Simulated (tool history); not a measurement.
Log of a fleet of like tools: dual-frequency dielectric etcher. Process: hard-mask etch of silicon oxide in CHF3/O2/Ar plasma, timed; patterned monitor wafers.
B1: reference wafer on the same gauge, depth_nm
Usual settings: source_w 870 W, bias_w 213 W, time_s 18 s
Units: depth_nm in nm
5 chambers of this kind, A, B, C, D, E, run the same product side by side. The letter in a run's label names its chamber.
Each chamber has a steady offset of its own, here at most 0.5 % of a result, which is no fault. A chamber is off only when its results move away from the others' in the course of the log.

run 1B hour=2.5 | source_w=870 bias_w=213 time_s=18 | B1=47.798 | depth_nm=43.414
run 2D hour=8 | source_w=870 bias_w=213 time_s=18 | B1=47.789 | depth_nm=43.469
run 3E hour=13.4 | source_w=870 bias_w=213 time_s=18 | B1=47.774 | depth_nm=43.341
run 4C hour=17.5 | source_w=870 bias_w=213 time_s=18 | B1=47.781 | depth_nm=43.303
run 5A hour=20.2 | source_w=870 bias_w=213 time_s=18 | B1=47.759 | depth_nm=43.181
run 6C hour=24.4 | source_w=870 bias_w=213 time_s=18 | B1=47.759 | depth_nm=43.306
run 7D hour=29 | source_w=870 bias_w=213 time_s=18 | B1=47.765 | depth_nm=43.464
run 8E hour=34.3 | source_w=870 bias_w=213 time_s=18 | B1=47.747 | depth_nm=43.347
run 9A hour=39.3 | source_w=870 bias_w=229 time_s=18 | B1=47.757 | depth_nm=44.39
run 10B hour=44 | source_w=870 bias_w=229 time_s=18 | B1=47.738 | depth_nm=44.327
run 11D hour=49 | source_w=870 bias_w=229 time_s=18 | B1=47.733 | depth_nm=44.545
run 12A hour=51.6 | source_w=870 bias_w=229 time_s=18 | B1=47.729 | depth_nm=44.339
run 13B hour=54 | source_w=870 bias_w=229 time_s=18 | B1=47.721 | depth_nm=44.347
run 14C hour=58 | source_w=870 bias_w=213 time_s=18 | B1=47.719 | depth_nm=43.157
run 15E hour=62.9 | source_w=870 bias_w=213 time_s=18 | B1=47.722 | depth_nm=43.235
run 16A hour=67.7 | source_w=870 bias_w=213 time_s=18 | B1=47.702 | depth_nm=43.181
run 17D hour=71.6 | source_w=870 bias_w=213 time_s=18 | B1=47.689 | depth_nm=43.455
run 18B hour=74.8 | source_w=870 bias_w=213 time_s=18 | B1=47.699 | depth_nm=43.186
-- hour=79.2 chamber B: wet clean of the chamber
run 19E hour=79.5 | source_w=870 bias_w=213 time_s=18 | B1=47.695 | depth_nm=43.25
run 20C hour=85.1 | source_w=870 bias_w=213 time_s=18 | B1=47.683 | depth_nm=43.203
run 21D hour=90.5 | source_w=870 bias_w=213 time_s=18 | B1=47.661 | depth_nm=43.426
run 22A hour=93.9 | source_w=870 bias_w=213 time_s=18 | B1=47.674 | depth_nm=43.104
run 23B hour=99 | source_w=870 bias_w=213 time_s=18 | B1=47.66 | depth_nm=43.303
run 24C hour=102.5 | source_w=710 bias_w=213 time_s=22.5 | B1=47.657 | depth_nm=50.065
run 25E hour=105.3 | source_w=710 bias_w=213 time_s=22.5 | B1=47.655 | depth_nm=50.072
run 26A hour=109.7 | source_w=710 bias_w=213 time_s=22.5 | B1=47.631 | depth_nm=49.864
run 27B hour=113.1 | source_w=710 bias_w=213 time_s=22.5 | B1=47.634 | depth_nm=49.941
run 28D hour=116.6 | source_w=710 bias_w=213 time_s=22.5 | B1=47.647 | depth_nm=50.358
run 29C hour=121.9 | source_w=790 bias_w=213 time_s=16 | B1=47.622 | depth_nm=36.986
run 30E hour=124.8 | source_w=790 bias_w=213 time_s=16 | B1=47.613 | depth_nm=37.051
run 31B hour=130.1 | source_w=790 bias_w=213 time_s=16 | B1=47.629 | depth_nm=37.015
run 32E hour=133 | source_w=790 bias_w=213 time_s=16 | B1=47.617 | depth_nm=36.931
run 33A hour=138.3 | source_w=790 bias_w=213 time_s=16 | B1=47.602 | depth_nm=36.864
run 34C hour=143.7 | source_w=870 bias_w=213 time_s=18 | B1=47.601 | depth_nm=43.1
run 35D hour=147.3 | source_w=870 bias_w=213 time_s=18 | B1=47.6 | depth_nm=43.279
-- hour=148.4 chamber E: source power generator calibrated
run 36E hour=150.2 | source_w=870 bias_w=213 time_s=18 | B1=47.584 | depth_nm=43.191
run 37C hour=155.7 | source_w=870 bias_w=213 time_s=18 | B1=47.588 | depth_nm=43.211
run 38D hour=158.9 | source_w=870 bias_w=213 time_s=18 | B1=47.587 | depth_nm=43.3
run 39A hour=164.4 | source_w=870 bias_w=213 time_s=18 | B1=47.575 | depth_nm=42.967
run 40B hour=168.9 | source_w=870 bias_w=165 time_s=18 | B1=47.561 | depth_nm=39.545
run 41B hour=172.5 | source_w=870 bias_w=165 time_s=18 | B1=47.566 | depth_nm=39.494

Next, every chamber runs the same settings. What will each give?
run 42A hour=176.5 | source_w=800 bias_w=213 time_s=18 | depth_nm=?
run 42B hour=176.5 | source_w=800 bias_w=213 time_s=18 | depth_nm=?
run 42C hour=176.5 | source_w=800 bias_w=213 time_s=18 | depth_nm=?
run 42D hour=176.5 | source_w=800 bias_w=213 time_s=18 | depth_nm=?
run 42E hour=176.5 | source_w=800 bias_w=213 time_s=18 | depth_nm=?

run=42A depth_nm=41.781
run=42B depth_nm=41.813
run=42C depth_nm=41.729
run=42D depth_nm=41.926
run=42E depth_nm=41.777
